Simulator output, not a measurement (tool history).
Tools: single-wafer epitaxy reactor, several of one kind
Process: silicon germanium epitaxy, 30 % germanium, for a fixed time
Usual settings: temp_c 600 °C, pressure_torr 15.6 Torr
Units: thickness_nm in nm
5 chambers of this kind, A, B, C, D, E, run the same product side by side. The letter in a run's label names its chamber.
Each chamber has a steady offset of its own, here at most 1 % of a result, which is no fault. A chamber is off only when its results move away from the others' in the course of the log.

run     day  temp_c  pressure_torr  read-back reference wafer on the same gauge, thickness_nm  thickness_nm
 1A   0.271     600           15.6                                                     49.821        53.173
 2D   0.617     600           15.6                                                      49.81         53.02
 3B   0.812     600           15.6                                                     49.791        53.574
 4C   1.196     600           15.6                                                     49.788        52.869
      1.442  -- chamber E: capacitance manometer re-zeroed and calibrated
 5E   1.517     600           15.6                                                     49.792        53.331
 6D   1.817     600           15.6                                                     49.819        53.061
 7B   2.092     600           15.6                                                     49.802        53.621
 8C   2.471     600           15.6                                                     49.819        53.216
 9A   2.833     600           15.6                                                     49.785         52.87
10E   3.088     586           18.9                                                     49.784        44.696
11B   3.421     586           18.9                                                      49.83        44.926
12C   3.621     586           18.9                                                     49.828        44.246
13E     3.9     586           18.9                                                     49.803        44.398
14D   4.283     586           18.9                                                     49.779        43.954
15A   4.617     600           15.6                                                     49.797         52.72
16E   4.925     600           15.6                                                     49.802        53.235
17B   5.167     600           15.6                                                     49.783        53.534
18A   5.429     600           15.6                                                     49.778        52.525
19D   5.762     600           15.6                                                     49.758        52.931
20C       6     600           15.6                                                     49.814        53.215
21E   6.404     600           15.6                                                     49.798        53.124
22B   6.633     600           15.6                                                      49.85        53.372
23C   6.954     600           15.6                                                     49.775        53.059
24D   7.225     600           15.6                                                     49.839        53.033
25A   7.579     600           15.6                                                     49.793        51.953
26D   7.879     600           13.2                                                     49.777        49.679
27B   8.204     600           13.2                                                      49.84        49.946
28A   8.425     600           13.2                                                     49.793        48.572
29E   8.729     600           13.2                                                     49.771        49.679
30C   9.096     600           13.2                                                     49.775        49.676
31C   9.379     600           15.6                                                     49.765        53.136
32A   9.633     600           15.6                                                     49.821        51.552
33E   9.829     593           18.5                                                     49.817        50.371
      9.846  -- chamber B: pyrometer calibrated
34D  10.162     593           18.5                                                     49.792        49.914
35B   10.55     593           18.5                                                     49.814        50.692
36A  10.829     593           18.5                                                     49.815        48.779
37E  11.058     593           18.5                                                     49.793        50.317
38B  11.333     600           15.6                                                     49.796        53.499
39C  11.588     600           15.6                                                     49.791        53.113

What goes on in this fleet: one chamber off, a drifting gauge, or nothing beyond the chambers' own small offsets? Name the chamber and the cause, if any.

Chamber A drifts away from the others.
Cause: wafer temperature below the value expected at the setpoint (K) = 2.32.

Here are 4 candidates for chamber A's next run, each the usual settings with a change, their results left as question marks. Which one brings its results back in line with what the others give on the usual settings?
In line means no further than this from the other chambers' mean on the usual settings: thickness_nm 0.61 nm
40A-1  11.883     602           15.6                                                                        ?
40A-2  11.883     598           15.4                                                                        ?
40A-3  11.883     600             15                                                                        ?
40A-4  11.883     601           15.7                                                                        ?

The other chambers' mean on the usual settings: thickness_nm 53.222 nm
  run  thickness_nm
40A-1        53.102
40A-2        49.112
40A-3        50.394
40A-4        52.283
40A-1 brings the chamber back in line.
